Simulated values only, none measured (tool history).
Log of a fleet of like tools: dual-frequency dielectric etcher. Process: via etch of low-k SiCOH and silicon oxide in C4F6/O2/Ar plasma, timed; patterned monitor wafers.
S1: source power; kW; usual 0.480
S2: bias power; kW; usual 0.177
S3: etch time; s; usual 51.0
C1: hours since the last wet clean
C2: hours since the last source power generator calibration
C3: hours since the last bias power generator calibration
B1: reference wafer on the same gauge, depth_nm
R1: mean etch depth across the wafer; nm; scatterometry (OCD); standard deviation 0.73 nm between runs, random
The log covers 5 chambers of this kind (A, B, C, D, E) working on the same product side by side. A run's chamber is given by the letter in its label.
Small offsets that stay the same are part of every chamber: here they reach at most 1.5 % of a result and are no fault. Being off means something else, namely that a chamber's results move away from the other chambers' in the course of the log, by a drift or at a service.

| run | hour | S1 | S2 | S3 | C1 | C2 | C3 | B1 | R1 |
|---|---|---|---|---|---|---|---|---|---|
| 1D | 8.9 | 0.480 | 0.177 | 51.0 | 208.5 | 1046.2 | 803.3 | 144.06 | 129.42 |
| 2E | 21.1 | 0.480 | 0.177 | 51.0 | 258.3 | 2102.1 | 3200.6 | 144.07 | 128.22 |
| 3A | 30.9 | 0.480 | 0.177 | 51.0 | 110.5 | 1767.3 | 1480.1 | 144.08 | 130.16 |
| 4C | 44.0 | 0.480 | 0.177 | 51.0 | 216.2 | 1484.9 | 1996.1 | 144.02 | 130.75 |
| 5B | 56.5 | 0.480 | 0.177 | 51.0 | 400.2 | 466.2 | 2559.3 | 143.84 | 130.04 |
| 6D | 65.6 | 0.480 | 0.177 | 51.0 | 265.2 | 1102.9 | 860.0 | 144.12 | 128.42 |
| 7E | 77.5 | 0.480 | 0.177 | 51.0 | 314.7 | 2158.5 | 3257.0 | 144.01 | 129.37 |
| 8A | 87.5 | 0.480 | 0.177 | 51.0 | 167.1 | 1823.9 | 1536.7 | 143.91 | 129.63 |
| 9B | 96.9 | 0.480 | 0.135 | 62.0 | 440.6 | 506.6 | 2599.7 | 144.16 | 145.48 |
|  | 110.2 | chamber B: bias power generator calibrated |
| 10C | 112.5 | 0.480 | 0.135 | 62.0 | 284.7 | 1553.4 | 2064.6 | 143.83 | 145.54 |
| 11E | 128.1 | 0.480 | 0.135 | 62.0 | 365.3 | 2209.1 | 3307.6 | 144.24 | 145.01 |
| 12D | 143.2 | 0.480 | 0.135 | 62.0 | 342.8 | 1180.5 | 937.6 | 143.90 | 143.29 |
| 13A | 157.6 | 0.480 | 0.135 | 62.0 | 237.2 | 1894.0 | 1606.8 | 144.02 | 145.28 |
| 14C | 168.2 | 0.480 | 0.177 | 61.5 | 340.4 | 1609.1 | 2120.3 | 144.04 | 157.35 |
|  | 176.0 | chamber E: wet clean of the chamber |
| 15B | 184.0 | 0.480 | 0.177 | 61.5 | 527.7 | 593.7 | 73.9 | 144.14 | 154.33 |
|  | 190.2 | chamber D: wet clean of the chamber |
| 16B | 196.7 | 0.480 | 0.177 | 61.5 | 540.4 | 606.4 | 86.6 | 144.00 | 154.90 |
| 17C | 207.5 | 0.480 | 0.177 | 61.5 | 379.7 | 1648.4 | 2159.6 | 143.98 | 156.93 |
| 18E | 216.9 | 0.480 | 0.177 | 61.5 | 41.0 | 2297.9 | 3396.4 | 143.94 | 160.60 |
| 19D | 226.8 | 0.440 | 0.177 | 51.0 | 36.7 | 1264.1 | 1021.2 | 143.94 | 123.00 |
| 20A | 234.5 | 0.440 | 0.177 | 51.0 | 314.1 | 1970.9 | 1683.7 | 143.99 | 126.67 |
| 21D | 249.9 | 0.440 | 0.177 | 51.0 | 59.8 | 1287.2 | 1044.3 | 143.99 | 123.09 |
|  | 255.1 | chamber B: wet clean of the chamber |
| 22A | 259.8 | 0.440 | 0.177 | 51.0 | 339.4 | 1996.2 | 1709.0 | 144.27 | 125.11 |
| 23B | 275.6 | 0.440 | 0.177 | 51.0 | 20.6 | 685.3 | 165.5 | 143.84 | 125.66 |
| 24C | 288.8 | 0.480 | 0.177 | 51.0 | 461.0 | 1729.7 | 2240.9 | 144.24 | 130.12 |
| 25E | 300.4 | 0.480 | 0.177 | 51.0 | 124.5 | 2381.4 | 3479.9 | 143.79 | 134.63 |
| 26D | 316.4 | 0.480 | 0.150 | 51.0 | 126.3 | 1353.7 | 1110.8 | 143.95 | 122.18 |
| 27E | 330.0 | 0.480 | 0.150 | 51.0 | 154.1 | 2411.0 | 3509.5 | 144.11 | 126.24 |
| 28B | 343.7 | 0.480 | 0.150 | 51.0 | 88.7 | 753.4 | 233.6 | 144.11 | 123.48 |
|  | 345.1 | chamber D: source power generator calibrated |
| 29A | 351.2 | 0.480 | 0.150 | 51.0 | 430.8 | 2087.6 | 1800.4 | 144.07 | 123.38 |
| 30C | 359.4 | 0.480 | 0.150 | 51.0 | 531.6 | 1800.3 | 2311.5 | 144.13 | 124.48 |
| 31D | 369.7 | 0.480 | 0.177 | 51.0 | 179.6 | 24.6 | 1164.1 | 144.15 | 127.81 |
| 32C | 384.6 | 0.480 | 0.177 | 51.0 | 556.8 | 1825.5 | 2336.7 | 144.19 | 131.43 |

All chambers now run identical settings, listed one chamber a line with results as question marks. What results will each chamber show?
| 33A | 396.5 | 0.480 | 0.135 | 51.0 |  |  |  |  | ? |
| 33B | 396.5 | 0.480 | 0.135 | 51.0 |  |  |  |  | ? |
| 33C | 396.5 | 0.480 | 0.135 | 51.0 |  |  |  |  | ? |
| 33D | 396.5 | 0.480 | 0.135 | 51.0 |  |  |  |  | ? |
| 33E | 396.5 | 0.480 | 0.135 | 51.0 |  |  |  |  | ? |

| run | R1 |
|---|---|
| 33A | 120.69 |
| 33B | 119.04 |
| 33C | 119.97 |
| 33D | 118.52 |
| 33E | 123.23 |
